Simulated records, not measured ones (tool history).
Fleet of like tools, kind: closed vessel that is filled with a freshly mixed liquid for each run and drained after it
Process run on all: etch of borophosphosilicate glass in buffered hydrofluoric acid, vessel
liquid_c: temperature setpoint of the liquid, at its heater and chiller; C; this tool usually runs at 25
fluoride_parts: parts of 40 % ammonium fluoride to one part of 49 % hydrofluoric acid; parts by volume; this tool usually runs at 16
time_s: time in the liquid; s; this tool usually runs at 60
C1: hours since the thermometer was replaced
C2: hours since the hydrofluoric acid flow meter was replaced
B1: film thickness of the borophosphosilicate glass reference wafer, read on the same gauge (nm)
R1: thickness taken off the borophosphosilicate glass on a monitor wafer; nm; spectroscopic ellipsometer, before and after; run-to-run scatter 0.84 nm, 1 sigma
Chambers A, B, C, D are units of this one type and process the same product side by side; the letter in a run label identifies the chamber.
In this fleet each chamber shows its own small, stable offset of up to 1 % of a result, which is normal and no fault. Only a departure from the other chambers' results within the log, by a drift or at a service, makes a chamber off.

Run 1C, day 0.483: usual settings; C1 1238.9; C2 1893.1; B1 90.008. Result: R1 99.184 nm.
At day 0.688: chamber C: hydrofluoric acid flow meter replaced.
Run 2B, day 0.825: usual settings; C1 156.2; C2 1096.8; B1 90.007. Result: R1 97.012 nm.
Run 3D, day 1.233: usual settings; C1 532.6; C2 875; B1 90.011. Result: R1 97.765 nm.
Run 4A, day 1.608: usual settings; C1 1524; C2 186.2; B1 89.997. Result: R1 96.768 nm.
Run 5D, day 1.929: usual settings; C1 549.3; C2 891.7; B1 89.992. Result: R1 99.075 nm.
Run 6B, day 2.246: usual settings; C1 190.3; C2 1130.9; B1 89.988. Result: R1 97.975 nm.
Run 7A, day 2.679: usual settings but fluoride_parts 21 parts by volume; C1 1549.7; C2 211.9; B1 90.012. Result: R1 74.386 nm.
Run 8C, day 3.188: usual settings but fluoride_parts 21 parts by volume; C1 1303.8; C2 60.1; B1 90.011. Result: R1 75.819 nm.
Run 9C, day 3.521: usual settings but fluoride_parts 21 parts by volume; C1 1311.8; C2 68.1; B1 90.02. Result: R1 76.467 nm.
Run 10D, day 3.792: usual settings but fluoride_parts 21 parts by volume; C1 594; C2 936.4; B1 89.987. Result: R1 76.66 nm.
Run 11B, day 4.229: usual settings; C1 237.9; C2 1178.5; B1 89.999. Result: R1 99.243 nm.
Run 12A, day 4.571: usual settings; C1 1595.1; C2 257.3; B1 89.99. Result: R1 96.611 nm.
Run 13B, day 5.038: usual settings but fluoride_parts 13 parts by volume; C1 257.3; C2 1197.9; B1 90.024. Result: R1 118.53 nm.
Run 14A, day 5.312: usual settings but fluoride_parts 13 parts by volume; C1 1612.9; C2 275.1; B1 90.02. Result: R1 120.13 nm.
Run 15D, day 5.771: usual settings but fluoride_parts 13 parts by volume; C1 641.5; C2 983.9; B1 89.992. Result: R1 122.93 nm.
Run 16C, day 6.333: usual settings but fluoride_parts 13 parts by volume; C1 1379.3; C2 135.6; B1 89.986. Result: R1 120.08 nm.
Run 17A, day 6.792: usual settings; C1 1648.4; C2 310.6; B1 90.028. Result: R1 97.158 nm.
Run 18D, day 7.233: usual settings; C1 676.6; C2 1019; B1 90.016. Result: R1 100.88 nm.
Run 19C, day 7.65: usual settings; C1 1410.9; C2 167.2; B1 89.979. Result: R1 96.513 nm.
At day 7.746: chamber D: hydrofluoric acid flow meter replaced.
Run 20B, day 8.162: usual settings; C1 332.3; C2 1272.9; B1 89.997. Result: R1 97.15 nm.
Run 21D, day 8.696: usual settings; C1 711.7; C2 22.9; B1 89.994. Result: R1 102.34 nm.
Run 22A, day 9.129: usual settings; C1 1704.5; C2 366.7; B1 90.004. Result: R1 97.011 nm.
Run 23B, day 9.458: usual settings; C1 363.4; C2 1304; B1 89.998. Result: R1 97.967 nm.
Run 24C, day 9.812: usual settings; C1 1462.8; C2 219.1; B1 89.981. Result: R1 97.825 nm.
Run 25D, day 10.233: usual settings but fluoride_parts 11.5 parts by volume; C1 748.6; C2 59.8; B1 89.993. Result: R1 141.64 nm.
Run 26B, day 10.588: usual settings but fluoride_parts 11.5 parts by volume; C1 390.5; C2 1331.1; B1 89.995. Result: R1 134.72 nm.
Run 27C, day 10.846: usual settings but fluoride_parts 11.5 parts by volume; C1 1487.6; C2 243.9; B1 89.999. Result: R1 137.74 nm.
Run 28A, day 11.308: usual settings but fluoride_parts 11.5 parts by volume; C1 1756.8; C2 419; B1 89.996. Result: R1 134.37 nm.
Run 29B, day 11.65: usual settings; C1 416; C2 1356.6; B1 90.002. Result: R1 97.299 nm.
Run 30A, day 12.225: usual settings; C1 1778.8; C2 441; B1 90.006. Result: R1 98.284 nm.
Run 31C, day 12.529: usual settings; C1 1528; C2 284.3; B1 90. Result: R1 98.283 nm.
Run 32D, day 13.088: usual settings; C1 817.1; C2 128.3; B1 90.005. Result: R1 104.51 nm.
Run 33B, day 13.567: usual settings; C1 462; C2 1402.6; B1 89.975. Result: R1 98.059 nm.
Run 34C, day 14.042: usual settings; C1 1564.3; C2 320.6; B1 89.976. Result: R1 96.905 nm.
Run 35A, day 14.475: usual settings; C1 1832.8; C2 495; B1 89.993. Result: R1 98.197 nm.
Run 36D, day 14.908: usual settings; C1 860.8; C2 172; B1 89.998. Result: R1 105.68 nm.
Run 37D, day 15.367: usual settings; C1 871.8; C2 183; B1 89.99. Result: R1 108.11 nm.
Run 38B, day 15.896: usual settings but fluoride_parts 22 parts by volume; C1 517.9; C2 1458.5; B1 89.993. Result: R1 72.609 nm.

Read the log: is a single chamber off, either drifting away or since a service, is the gauge that measures every chamber drifting, or is nothing wrong beyond small per-chamber offsets? Name any odd chamber and what most likely caused it.

It is chamber D that slowly wanders off from its peers.
Cause: liquid hotter than its thermometer reads (K) = 1.79.

Here are 4 candidates for chamber D's next run, each the usual settings with a change, their results left as question marks. Which one brings its results back in line with what the others give on the usual settings?
In-line tolerance around the mean of the other chambers on the usual settings: R1 3 nm
Run 39D-1, day 16.308: usual settings but liquid_c 22 C. Result: R1 ?.
Run 39D-2, day 16.308: usual settings but liquid_c 25.5 C, fluoride_parts 15 parts by volume, time_s 65 s. Result: R1 ?.
Run 39D-3, day 16.308: usual settings but liquid_c 23 C. Result: R1 ?.
Run 39D-4, day 16.308: usual settings but liquid_c 27 C. Result: R1 ?.

The other chambers' mean on the usual settings: R1 97.625 nm
  run      R1
39D-1  91.505
39D-2  127.35
39D-3  96.583
39D-4  119.48
39D-3 brings the chamber back in line.
